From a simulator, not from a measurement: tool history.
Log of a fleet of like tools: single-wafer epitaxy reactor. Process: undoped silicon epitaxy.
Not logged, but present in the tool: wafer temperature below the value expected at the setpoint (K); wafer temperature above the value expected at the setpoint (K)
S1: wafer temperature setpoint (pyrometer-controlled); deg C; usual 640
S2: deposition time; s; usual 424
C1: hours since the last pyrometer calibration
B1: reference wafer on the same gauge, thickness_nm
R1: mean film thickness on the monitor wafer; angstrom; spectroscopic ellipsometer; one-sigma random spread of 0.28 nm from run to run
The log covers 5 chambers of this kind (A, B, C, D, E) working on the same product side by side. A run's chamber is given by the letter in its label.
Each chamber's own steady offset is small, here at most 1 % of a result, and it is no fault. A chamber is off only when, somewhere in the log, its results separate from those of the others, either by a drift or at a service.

run   hour   S1   S2      C1      B1      R1
 1A    7.0  640  424  1077.8  64.391  578.32
 2D   10.6  640  424   951.4  64.323  567.55
 3C   17.8  640  424   929.0  64.483  572.25
 4E   21.8  640  424   641.7  64.420  568.82
 5B   25.0  653  459  1369.8  64.466  813.60
 6E   31.3  653  459   651.2  64.443  826.77
 7C   36.5  653  459   947.7  64.470  825.81
 8A   41.1  653  459  1111.9  64.321  823.10
 9D   45.7  653  459   986.5  64.392  814.95
10B   50.1  640  424  1394.9  64.358  566.91
11B   55.6  640  424  1400.4  64.428  565.34
12C   59.9  640  424   971.1  64.380  566.94
13A   65.8  640  424  1136.6  64.303  578.39
14D   69.1  640  424  1009.9  64.428  572.90
15E   74.7  640  424   694.6  64.403  575.95
16E   77.9  640  424   697.8  64.469  575.70
17D   83.0  640  424  1023.8  64.360  576.91
18A   88.3  640  424  1159.1  64.437  570.14
      89.6  -- chamber D: pyrometer calibrated
19C   95.4  640  424  1006.6  64.342  571.78
20B  101.8  640  424  1446.6  64.415  566.18
     102.0  -- chamber B: pyrometer calibrated
21B  109.3  640  359     7.3  64.436  481.31
22E  113.5  640  359   733.4  64.457  483.48
23A  118.8  640  359  1189.6  64.399  483.28
24D  125.3  640  359    35.7  64.385  482.54
25C  132.0  640  359  1043.2  64.349  483.48
26E  136.3  640  424   756.2  64.464  571.69
27A  141.9  640  424  1212.7  64.361  568.25
28C  147.7  640  424  1058.9  64.397  569.88
29D  154.2  640  424    64.6  64.525  567.14
30B  158.1  640  424    56.1  64.463  568.54
31D  165.5  640  424    75.9  64.371  567.87
32E  170.4  640  424   790.3  64.453  571.41
33A  177.2  640  424  1248.0  64.410  575.12
34B  183.0  640  424    81.0  64.359  564.64
35C  187.2  640  424  1098.4  64.400  568.01

Each of the 5 chambers runs these same settings next. Fill in every chamber's results:
36A  192.6  640  424           ?
36B  192.6  640  424           ?
36C  192.6  640  424           ?
36D  192.6  640  424           ?
36E  192.6  640  424           ?

run      R1
36A  577.49
36B  565.52
36C  568.64
36D  571.55
36E  567.66

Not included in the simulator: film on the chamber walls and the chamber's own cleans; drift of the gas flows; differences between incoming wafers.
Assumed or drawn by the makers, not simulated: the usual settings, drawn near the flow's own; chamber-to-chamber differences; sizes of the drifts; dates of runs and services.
